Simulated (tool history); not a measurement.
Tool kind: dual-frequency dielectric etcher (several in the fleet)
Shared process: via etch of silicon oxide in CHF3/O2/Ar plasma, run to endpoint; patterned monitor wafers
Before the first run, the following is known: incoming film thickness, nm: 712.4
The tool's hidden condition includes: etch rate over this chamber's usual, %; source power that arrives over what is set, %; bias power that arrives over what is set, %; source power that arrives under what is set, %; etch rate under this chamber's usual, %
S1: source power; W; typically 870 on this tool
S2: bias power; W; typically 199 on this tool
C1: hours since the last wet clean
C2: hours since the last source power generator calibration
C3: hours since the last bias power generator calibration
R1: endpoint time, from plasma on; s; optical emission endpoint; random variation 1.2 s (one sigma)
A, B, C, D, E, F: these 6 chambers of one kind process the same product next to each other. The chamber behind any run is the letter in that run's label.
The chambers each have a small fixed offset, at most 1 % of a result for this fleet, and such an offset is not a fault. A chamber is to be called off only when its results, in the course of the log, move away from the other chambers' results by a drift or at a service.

| run | hour | S1 | S2 | C1 | C2 | C3 | R1 |
|---|---|---|---|---|---|---|---|
| 1C | 8.5 | 870 | 199 | 573.1 | 496.7 | 2708.9 | 302.67 |
| 2D | 14.2 | 870 | 199 | 313.6 | 3343.2 | 50.6 | 301.86 |
| 3A | 22.8 | 870 | 199 | 318.0 | 2191.4 | 1011.3 | 302.05 |
|  | 24.4 | chamber C: wet clean of the chamber |
| 4B | 30.8 | 870 | 199 | 392.6 | 3719.3 | 1032.1 | 302.66 |
| 5E | 36.5 | 870 | 199 | 143.0 | 802.3 | 1527.4 | 303.12 |
|  | 41.2 | chamber F: wet clean of the chamber |
| 6F | 41.8 | 870 | 199 | 0.7 | 1620.7 | 2543.7 | 302.64 |
| 7F | 48.3 | 870 | 199 | 7.2 | 1627.2 | 2550.2 | 303.78 |
| 8D | 53.8 | 870 | 199 | 353.2 | 3382.8 | 90.2 | 300.19 |
| 9C | 59.1 | 870 | 199 | 34.7 | 547.3 | 2759.5 | 302.29 |
| 10A | 67.0 | 870 | 199 | 362.2 | 2235.6 | 1055.5 | 301.89 |
| 11E | 73.6 | 1030 | 220 | 180.1 | 839.4 | 1564.5 | 274.98 |
| 12B | 78.2 | 1030 | 220 | 440.0 | 3766.7 | 1079.5 | 273.71 |
|  | 83.4 | chamber A: wet clean of the chamber |
| 13B | 84.1 | 1030 | 220 | 445.9 | 3772.6 | 1085.4 | 273.17 |
| 14E | 89.0 | 1030 | 220 | 195.5 | 854.8 | 1579.9 | 274.71 |
|  | 91.5 | chamber B: wet clean of the chamber |
| 15F | 96.3 | 1030 | 220 | 55.2 | 1675.2 | 2598.2 | 274.75 |
| 16C | 101.4 | 1030 | 220 | 77.0 | 589.6 | 2801.8 | 274.37 |
| 17D | 105.6 | 870 | 199 | 405.0 | 3434.6 | 142.0 | 302.56 |
| 18A | 113.6 | 870 | 199 | 30.2 | 2282.2 | 1102.1 | 304.02 |
| 19F | 121.8 | 870 | 199 | 80.7 | 1700.7 | 2623.7 | 303.25 |
| 20B | 127.6 | 870 | 199 | 36.1 | 3816.1 | 1128.9 | 300.96 |
| 21D | 136.2 | 770 | 237 | 435.6 | 3465.2 | 172.6 | 301.37 |
| 22A | 144.6 | 770 | 237 | 61.2 | 2313.2 | 1133.1 | 299.58 |
| 23E | 149.8 | 770 | 237 | 256.3 | 915.6 | 1640.7 | 298.91 |
| 24C | 154.2 | 770 | 237 | 129.8 | 642.4 | 2854.6 | 297.64 |
| 25C | 162.3 | 770 | 237 | 137.9 | 650.5 | 2862.7 | 295.69 |
| 26B | 166.9 | 770 | 237 | 75.4 | 3855.4 | 1168.2 | 297.70 |
| 27E | 175.3 | 870 | 199 | 281.8 | 941.1 | 1666.2 | 302.07 |
| 28D | 181.9 | 870 | 199 | 481.3 | 3510.9 | 218.3 | 302.15 |
| 29F | 188.3 | 870 | 199 | 147.2 | 1767.2 | 2690.2 | 303.05 |
| 30A | 196.9 | 870 | 199 | 113.5 | 2365.5 | 1185.4 | 302.76 |
| 31B | 201.4 | 870 | 199 | 109.9 | 3889.9 | 1202.7 | 301.19 |
|  | 209.4 | chamber F: source power generator calibrated |
| 32D | 209.5 | 870 | 199 | 508.9 | 3538.5 | 245.9 | 301.93 |
| 33E | 216.9 | 870 | 199 | 323.4 | 982.7 | 1707.8 | 301.40 |
| 34C | 223.3 | 870 | 199 | 198.9 | 711.5 | 2923.7 | 302.36 |
| 35A | 229.5 | 870 | 199 | 146.1 | 2398.1 | 1218.0 | 300.75 |
| 36F | 237.0 | 870 | 199 | 195.9 | 27.7 | 2738.9 | 304.26 |

Next, all 6 chambers run the settings below, one line each with question marks for the results. What does each chamber give?
| 37A | 243.5 | 870 | 199 |  |  |  | ? |
| 37B | 243.5 | 870 | 199 |  |  |  | ? |
| 37C | 243.5 | 870 | 199 |  |  |  | ? |
| 37D | 243.5 | 870 | 199 |  |  |  | ? |
| 37E | 243.5 | 870 | 199 |  |  |  | ? |
| 37F | 243.5 | 870 | 199 |  |  |  | ? |

| run | R1 |
|---|---|
| 37A | 304.23 |
| 37B | 303.28 |
| 37C | 301.00 |
| 37D | 301.32 |
| 37E | 301.51 |
| 37F | 303.88 |
